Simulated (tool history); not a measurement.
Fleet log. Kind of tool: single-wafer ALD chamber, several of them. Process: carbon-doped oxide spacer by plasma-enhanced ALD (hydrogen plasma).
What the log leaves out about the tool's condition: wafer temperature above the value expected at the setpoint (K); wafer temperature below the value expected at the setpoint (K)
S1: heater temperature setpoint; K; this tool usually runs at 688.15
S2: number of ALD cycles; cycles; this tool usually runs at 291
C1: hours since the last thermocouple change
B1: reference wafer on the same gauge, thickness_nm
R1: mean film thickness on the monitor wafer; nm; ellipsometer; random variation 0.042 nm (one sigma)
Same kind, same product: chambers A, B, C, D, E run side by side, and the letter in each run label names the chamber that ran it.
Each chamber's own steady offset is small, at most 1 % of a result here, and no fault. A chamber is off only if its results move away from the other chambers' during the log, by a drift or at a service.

run,day,S1,S2,C1,B1,R1
1D,0.571,688.15,291,790.5,13.399,13.76
2E,0.904,688.15,291,243,13.407,13.834
3C,1.262,688.15,291,435.8,13.397,13.921
4B,1.767,688.15,291,96.6,13.402,13.869
5A,2.125,688.15,291,1010.4,13.399,13.936
6E,2.629,688.15,291,284.4,13.41,13.766
7A,2.967,688.15,291,1030.6,13.397,13.854
8D,3.325,688.15,291,856.6,13.407,13.825
9C,3.854,688.15,291,498,13.403,13.987
10B,4.362,674.15,248,158.9,13.409,12.383
11A,4.642,674.15,248,1070.8,13.394,12.366
12C,5.146,674.15,248,529,13.403,12.397
13E,5.483,674.15,248,352.9,13.402,12.323
14D,6.012,674.15,248,921.1,13.399,12.332
15B,6.496,688.15,291,210.1,13.395,14.017
16D,6.962,688.15,291,943.9,13.4,13.816
17B,7.275,688.15,291,228.8,13.408,13.958
18E,7.733,688.15,291,406.9,13.404,13.816
19A,8.046,688.15,291,1152.5,13.406,13.904
20C,8.6,688.15,267,611.9,13.399,12.774
21D,9.004,688.15,267,992.9,13.405,12.734
22E,9.533,688.15,267,450.1,13.396,12.684
23B,10.067,688.15,267,295.8,13.402,12.842
24A,10.475,688.15,267,1210.8,13.399,12.739
25C,10.812,688.15,291,665,13.397,13.934
26A,11.325,688.15,291,1231.2,13.4,13.878
27C,11.783,688.15,291,688.3,13.399,13.909
28D,12.271,688.15,291,1071.3,13.404,13.862
29E,12.596,688.15,291,523.6,13.403,13.85
30B,12.967,688.15,291,365.4,13.393,13.945
31D,13.512,688.15,291,1101.1,13.4,13.735
32A,14,688.15,291,1295.4,13.409,13.887

Does one chamber stand apart from the rest, does the shared gauge drift, or is all well apart from small per-chamber offsets? Give the chamber and the most likely cause, where there is one.

Neither any chamber nor the gauge drifts; the chambers differ only by their own small, steady offsets.

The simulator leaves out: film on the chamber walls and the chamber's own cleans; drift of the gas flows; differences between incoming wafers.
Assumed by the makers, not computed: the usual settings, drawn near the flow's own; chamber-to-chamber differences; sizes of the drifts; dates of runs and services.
